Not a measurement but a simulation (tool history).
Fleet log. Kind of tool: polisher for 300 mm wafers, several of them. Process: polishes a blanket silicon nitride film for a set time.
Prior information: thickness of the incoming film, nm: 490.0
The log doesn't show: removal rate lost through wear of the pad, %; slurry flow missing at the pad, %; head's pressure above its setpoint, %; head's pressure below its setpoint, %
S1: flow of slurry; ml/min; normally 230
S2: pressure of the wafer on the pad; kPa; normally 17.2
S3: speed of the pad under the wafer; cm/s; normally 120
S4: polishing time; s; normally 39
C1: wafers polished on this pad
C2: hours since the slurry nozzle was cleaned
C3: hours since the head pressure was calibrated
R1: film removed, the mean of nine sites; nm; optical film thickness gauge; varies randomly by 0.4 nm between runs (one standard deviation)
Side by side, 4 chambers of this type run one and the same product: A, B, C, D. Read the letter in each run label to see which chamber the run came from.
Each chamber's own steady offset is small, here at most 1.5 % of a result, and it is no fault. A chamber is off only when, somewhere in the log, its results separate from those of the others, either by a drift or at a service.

At day 0.392: chamber D: worn pad replaced by a new one.
Run 1B, day 0.404: usual settings; C1 428; C2 394.1; C3 100.4. Result: R1 45.197 nm.
At day 0.562: chamber C: worn pad replaced by a new one.
At day 0.696: chamber C: slurry nozzle cleaned.
Run 2A, day 0.821: usual settings; C1 715; C2 151.5; C3 980.7. Result: R1 46.035 nm.
At day 1.033: chamber A: worn pad replaced by a new one.
Run 3C, day 1.204: usual settings; C1 228; C2 12.2; C3 221.3. Result: R1 45.533 nm.
Run 4D, day 1.412: usual settings; C1 363; C2 230.5; C3 45.0. Result: R1 45.286 nm.
Run 5B, day 1.825: usual settings; C1 932; C2 428.2; C3 134.5. Result: R1 44.605 nm.
Run 6A, day 2.200: usual settings; C1 414; C2 184.6; C3 1013.8. Result: R1 45.421 nm.
At day 2.521: chamber B: worn pad replaced by a new one.
Run 7C, day 2.529: usual settings; C1 698; C2 44.0; C3 253.1. Result: R1 45.124 nm.
Run 8D, day 2.888: usual settings; C1 886; C2 265.9; C3 80.4. Result: R1 43.971 nm.
Run 9B, day 3.217: usual settings; C1 247; C2 461.6; C3 167.9. Result: R1 45.498 nm.
At day 3.388: chamber C: worn pad replaced by a new one.
Run 10A, day 3.538: usual settings but S2 21.4 kPa; C1 888; C2 216.7; C3 1045.9. Result: R1 57.378 nm.
Run 11C, day 3.758: usual settings but S2 21.4 kPa; C1 131; C2 73.5; C3 282.6. Result: R1 56.191 nm.
At day 3.871: chamber A: worn pad replaced by a new one.
At day 3.975: chamber A: head pressure recalibrated.
Run 12D, day 4.000: usual settings but S2 21.4 kPa; C1 1280; C2 292.6; C3 107.1. Result: R1 55.444 nm.
At day 4.050: chamber D: worn pad replaced by a new one.
Run 13B, day 4.321: usual settings but S2 21.4 kPa; C1 638; C2 488.1; C3 194.4. Result: R1 55.249 nm.
Run 14D, day 4.575: usual settings; C1 186; C2 306.4; C3 120.9. Result: R1 45.469 nm.
Run 15A, day 4.933: usual settings; C1 377; C2 250.2; C3 23.0. Result: R1 45.867 nm.
Run 16C, day 5.242: usual settings but S2 20.0 kPa, S4 30 s; C1 657; C2 109.1; C3 318.2. Result: R1 41.602 nm.
At day 5.483: chamber A: slurry nozzle cleaned.
Run 17D, day 5.592: usual settings but S2 20.0 kPa, S4 30 s; C1 547; C2 330.8; C3 145.3. Result: R1 39.546 nm.
At day 5.692: chamber B: worn pad replaced by a new one.
Run 18A, day 5.783: usual settings but S2 20.0 kPa, S4 30 s; C1 678; C2 7.3; C3 43.4. Result: R1 40.425 nm.
At day 5.862: chamber C: worn pad replaced by a new one.
Run 19B, day 6.133: usual settings but S2 20.0 kPa, S4 30 s; C1 156; C2 531.6; C3 237.9. Result: R1 40.708 nm.
At day 6.208: chamber A: worn pad replaced by a new one.
Run 20C, day 6.371: usual settings; C1 181; C2 136.2; C3 345.3. Result: R1 46.859 nm.
Run 21D, day 6.750: usual settings but S3 146 cm/s; C1 957; C2 358.6; C3 173.1. Result: R1 52.558 nm.
Run 22A, day 7.100: usual settings but S3 146 cm/s; C1 317; C2 38.9; C3 75.0. Result: R1 53.525 nm.
Run 23B, day 7.350: usual settings but S3 146 cm/s; C1 588; C2 560.8; C3 267.1. Result: R1 52.969 nm.
Run 24C, day 7.604: usual settings but S3 146 cm/s; C1 618; C2 165.8; C3 374.9. Result: R1 54.986 nm.
At day 7.792: chamber D: worn pad replaced by a new one.
Run 25B, day 7.938: usual settings; C1 796; C2 574.9; C3 281.2. Result: R1 45.052 nm.
At day 8.312: chamber C: worn pad replaced by a new one.
Run 26C, day 8.350: usual settings; C1 14; C2 183.7; C3 392.8. Result: R1 47.479 nm.
Run 27D, day 8.638: usual settings; C1 300; C2 403.9; C3 218.4. Result: R1 45.334 nm.
At day 8.896: chamber B: worn pad replaced by a new one.
At day 9.000: chamber A: worn pad replaced by a new one.
Run 28A, day 9.012: usual settings; C1 5; C2 84.8; C3 120.9. Result: R1 45.357 nm.
Run 29D, day 9.358: usual settings but S3 132 cm/s, S4 46 s; C1 555; C2 421.2; C3 235.7. Result: R1 57.103 nm.
Run 30C, day 9.662: usual settings but S3 132 cm/s, S4 46 s; C1 479; C2 215.2; C3 424.3. Result: R1 61.780 nm.
Run 31B, day 9.938: usual settings but S3 132 cm/s, S4 46 s; C1 369; C2 622.9; C3 329.2. Result: R1 56.521 nm.
Run 32A, day 10.167: usual settings but S3 132 cm/s, S4 46 s; C1 415; C2 112.5; C3 148.6. Result: R1 57.444 nm.
Run 33A, day 10.375: usual settings; C1 488; C2 117.5; C3 153.6. Result: R1 46.171 nm.
At day 10.633: chamber C: worn pad replaced by a new one.
Run 34D, day 10.717: usual settings; C1 1037; C2 453.8; C3 268.3. Result: R1 44.630 nm.
At day 10.908: chamber D: worn pad replaced by a new one.
Run 35C, day 11.075: usual settings; C1 156; C2 249.1; C3 458.2. Result: R1 49.380 nm.
Run 36B, day 11.429: usual settings; C1 898; C2 658.7; C3 365.0. Result: R1 45.159 nm.
Run 37B, day 11.754: usual settings; C1 1013; C2 666.5; C3 372.8. Result: R1 45.599 nm.
At day 11.804: chamber A: worn pad replaced by a new one.
Run 38C, day 12.088: usual settings; C1 515; C2 273.4; C3 482.5. Result: R1 49.731 nm.
Run 39A, day 12.288: usual settings; C1 171; C2 163.4; C3 199.5. Result: R1 45.551 nm.
Run 40D, day 12.558: usual settings; C1 585; C2 498.0; C3 312.5. Result: R1 44.794 nm.

All chambers now run identical settings, listed one chamber a line with results as question marks. What results will each chamber show?
Run 41A, day 12.854: usual settings. Result: R1 ?.
Run 41B, day 12.854: usual settings. Result: R1 ?.
Run 41C, day 12.854: usual settings. Result: R1 ?.
Run 41D, day 12.854: usual settings. Result: R1 ?.

run      R1
41A  45.185
41B  45.382
41C  49.806
41D  44.414
